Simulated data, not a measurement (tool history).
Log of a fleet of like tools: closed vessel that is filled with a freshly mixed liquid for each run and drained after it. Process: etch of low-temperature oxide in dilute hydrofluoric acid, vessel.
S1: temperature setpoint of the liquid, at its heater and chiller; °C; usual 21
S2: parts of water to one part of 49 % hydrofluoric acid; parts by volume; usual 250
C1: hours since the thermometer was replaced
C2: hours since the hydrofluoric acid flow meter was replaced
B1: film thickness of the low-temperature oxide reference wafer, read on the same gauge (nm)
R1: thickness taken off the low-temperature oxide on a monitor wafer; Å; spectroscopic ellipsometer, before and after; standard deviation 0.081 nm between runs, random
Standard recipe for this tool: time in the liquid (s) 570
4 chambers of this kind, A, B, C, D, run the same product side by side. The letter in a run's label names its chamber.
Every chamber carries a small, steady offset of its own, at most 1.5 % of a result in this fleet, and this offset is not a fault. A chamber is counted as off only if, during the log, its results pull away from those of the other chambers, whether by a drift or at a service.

run 1D hour=8.4 | S1=21 S2=250 time_in_the_liquid_(s)=570 | C1=1405.8 C2=923.5 | B1=49.937 | R1=184.63
run 2B hour=16.9 | S1=21 S2=250 time_in_the_liquid_(s)=570 | C1=370.4 C2=393.9 | B1=49.984 | R1=184.23
run 3A hour=32.5 | S1=21 S2=250 time_in_the_liquid_(s)=570 | C1=1028.5 C2=1147.6 | B1=49.964 | R1=185.75
run 4C hour=40.4 | S1=21 S2=250 time_in_the_liquid_(s)=570 | C1=282.6 C2=1490.5 | B1=50.043 | R1=181.63
run 5C hour=53.2 | S1=21 S2=250 time_in_the_liquid_(s)=570 | C1=295.4 C2=1503.3 | B1=50.034 | R1=183.85
run 6D hour=61.3 | S1=21 S2=250 time_in_the_liquid_(s)=570 | C1=1458.7 C2=976.4 | B1=49.974 | R1=185.87
run 7A hour=76.4 | S1=21 S2=250 time_in_the_liquid_(s)=570 | C1=1072.4 C2=1191.5 | B1=50.002 | R1=185.87
run 8B hour=83.2 | S1=21 S2=310 time_in_the_liquid_(s)=245 | C1=436.7 C2=460.2 | B1=49.961 | R1=60.396
run 9C hour=93.1 | S1=21 S2=310 time_in_the_liquid_(s)=245 | C1=335.3 C2=1543.2 | B1=49.952 | R1=60.182
run 10A hour=105.4 | S1=21 S2=310 time_in_the_liquid_(s)=245 | C1=1101.4 C2=1220.5 | B1=50.018 | R1=60.559
run 11B hour=116.5 | S1=21 S2=310 time_in_the_liquid_(s)=245 | C1=470 C2=493.5 | B1=49.967 | R1=60.654
run 12D hour=128.9 | S1=21 S2=250 time_in_the_liquid_(s)=570 | C1=1526.3 C2=1044 | B1=50.033 | R1=183.11
run 13D hour=136.2 | S1=21 S2=250 time_in_the_liquid_(s)=570 | C1=1533.6 C2=1051.3 | B1=50.015 | R1=184.87
run 14C hour=150.9 | S1=21 S2=250 time_in_the_liquid_(s)=570 | C1=393.1 C2=1601 | B1=49.992 | R1=184.32
run 15A hour=163.1 | S1=21 S2=155 time_in_the_liquid_(s)=680 | C1=1159.1 C2=1278.2 | B1=49.989 | R1=394.95
run 16B hour=177.1 | S1=21 S2=155 time_in_the_liquid_(s)=680 | C1=530.6 C2=554.1 | B1=49.994 | R1=385.85
run 17C hour=190.1 | S1=21 S2=155 time_in_the_liquid_(s)=680 | C1=432.3 C2=1640.2 | B1=49.993 | R1=391.88
run 18A hour=197.7 | S1=21 S2=155 time_in_the_liquid_(s)=680 | C1=1193.7 C2=1312.8 | B1=49.975 | R1=394.47
run 19B hour=209.2 | S1=21 S2=250 time_in_the_liquid_(s)=570 | C1=562.7 C2=586.2 | B1=50.011 | R1=183.88
run 20D hour=223.3 | S1=21 S2=250 time_in_the_liquid_(s)=570 | C1=1620.7 C2=1138.4 | B1=49.99 | R1=183.73
run 21B hour=233.4 | S1=21 S2=250 time_in_the_liquid_(s)=570 | C1=586.9 C2=610.4 | B1=50.045 | R1=182.74
run 22A hour=248.1 | S1=21 S2=250 time_in_the_liquid_(s)=570 | C1=1244.1 C2=1363.2 | B1=50.004 | R1=184.09
run 23D hour=259.4 | S1=21 S2=250 time_in_the_liquid_(s)=570 | C1=1656.8 C2=1174.5 | B1=50.034 | R1=186.2
run 24C hour=268.3 | S1=21 S2=250 time_in_the_liquid_(s)=570 | C1=510.5 C2=1718.4 | B1=50.016 | R1=183.93
run 25A hour=281.4 | S1=21 S2=250 time_in_the_liquid_(s)=570 | C1=1277.4 C2=1396.5 | B1=49.971 | R1=186.16
run 26D hour=289.1 | S1=21 S2=250 time_in_the_liquid_(s)=570 | C1=1686.5 C2=1204.2 | B1=50.04 | R1=184.86
run 27C hour=300.9 | S1=21 S2=250 time_in_the_liquid_(s)=570 | C1=543.1 C2=1751 | B1=50.007 | R1=182.25
run 28B hour=310.4 | S1=21 S2=250 time_in_the_liquid_(s)=570 | C1=663.9 C2=687.4 | B1=50.023 | R1=183.26
run 29C hour=321.6 | S1=21 S2=250 time_in_the_liquid_(s)=570 | C1=563.8 C2=1771.7 | B1=49.984 | R1=184.18
run 30A hour=335.5 | S1=21 S2=250 time_in_the_liquid_(s)=870 | C1=1331.5 C2=1450.6 | B1=49.979 | R1=284.32

All 4 chambers run these settings next. Forecast each chamber's results:
run 31A hour=346.6 | S1=21 S2=140 time_in_the_liquid_(s)=570 | R1=?
run 31B hour=346.6 | S1=21 S2=140 time_in_the_liquid_(s)=570 | R1=?
run 31C hour=346.6 | S1=21 S2=140 time_in_the_liquid_(s)=570 | R1=?
run 31D hour=346.6 | S1=21 S2=140 time_in_the_liquid_(s)=570 | R1=?

run=31A R1=376.45
run=31B R1=366.42
run=31C R1=371.79
run=31D R1=368.84
